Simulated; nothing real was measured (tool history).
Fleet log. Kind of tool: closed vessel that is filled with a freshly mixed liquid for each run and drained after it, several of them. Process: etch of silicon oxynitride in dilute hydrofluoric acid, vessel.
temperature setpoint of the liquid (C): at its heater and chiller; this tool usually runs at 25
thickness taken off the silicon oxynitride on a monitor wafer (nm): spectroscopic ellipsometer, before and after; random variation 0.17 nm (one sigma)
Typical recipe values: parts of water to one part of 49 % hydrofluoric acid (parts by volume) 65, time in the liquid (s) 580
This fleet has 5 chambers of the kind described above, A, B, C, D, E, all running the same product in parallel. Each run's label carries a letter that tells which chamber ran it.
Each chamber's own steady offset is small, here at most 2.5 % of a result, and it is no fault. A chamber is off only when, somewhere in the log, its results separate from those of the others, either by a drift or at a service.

run	hour	temperature setpoint of the liquid (C)	parts of water to one part of 49 % hydrofluoric acid (parts by volume)	time in the liquid (s)	hours since the thermometer was replaced	hours since the hydrofluoric acid flow meter was replaced	read-back film thickness of the silicon oxynitride reference wafer, read on the same gauge (nm)	thickness taken off the silicon oxynitride on a monitor wafer (nm)
1D	7.1	25	65	580	129.5	249.1	70.029	39.715
2A	14.6	25	65	580	1055.5	732.0	69.998	38.758
# hour 24.2: chamber C: thermometer replaced
3C	28.9	25	65	580	4.8	1334.0	70.019	39.825
4B	44.3	25	65	580	1444.5	1249.5	69.991	40.175
# hour 57.0: chamber A: hydrofluoric acid flow meter replaced
5E	58.8	25	65	580	2026.3	1780.5	69.996	39.608
6C	68.1	25	65	580	44.0	1373.2	70.006	39.832
7A	82.2	25	65	580	1123.1	25.2	70.003	38.864
8E	95.2	25	65	580	2062.7	1816.9	69.980	39.600
9D	109.6	25	65	580	232.0	351.6	70.008	40.010
# hour 110.6: chamber C: hydrofluoric acid flow meter replaced
10B	118.6	25	65	580	1518.8	1323.8	69.999	39.879
11E	128.8	25	65	580	2096.3	1850.5	70.017	39.996
12C	137.0	25	65	580	112.9	26.5	70.010	39.717
13B	148.3	25	65	580	1548.5	1353.5	69.991	40.451
14D	159.6	25	65	580	282.0	401.6	69.990	40.330
15A	166.5	25	65	580	1207.4	109.5	69.999	38.746
16A	174.5	25	65	580	1215.4	117.5	70.004	38.765
17E	181.7	25	65	580	2149.2	1903.4	69.987	39.624
18B	190.7	25	65	580	1590.9	1395.9	70.007	40.150
19C	201.2	25	65	580	177.1	90.7	69.989	39.380
20D	216.2	25	65	580	338.6	458.2	70.004	40.932
# hour 222.0: chamber E: hydrofluoric acid flow meter replaced
21A	224.3	25	65	580	1265.2	167.3	69.993	39.110
22E	234.2	25	65	580	2201.7	12.3	69.985	39.653
23B	246.0	25	65	580	1646.2	1451.2	69.994	40.266
24C	256.0	28	65	385	231.9	145.5	70.005	30.401
25D	263.2	28	65	385	385.6	505.2	69.998	31.639
26E	276.7	28	65	385	2244.2	54.8	69.998	30.358
27C	285.0	28	65	385	260.9	174.5	69.995	30.474
28B	294.8	28	65	385	1695.0	1500.0	70.006	30.718
29A	305.9	25	65	580	1346.8	248.9	69.985	38.949
30D	320.4	25	65	580	442.8	562.4	69.978	41.807

For the next run the whole fleet of 5 chambers uses the same settings. Give each chamber's results:
31A	331.7	25	65	380				?
31B	331.7	25	65	380				?
31C	331.7	25	65	380				?
31D	331.7	25	65	380				?
31E	331.7	25	65	380				?

run	thickness taken off the silicon oxynitride on a monitor wafer (nm)
31A	25.493
31B	26.399
31C	25.979
31D	27.672
31E	26.085
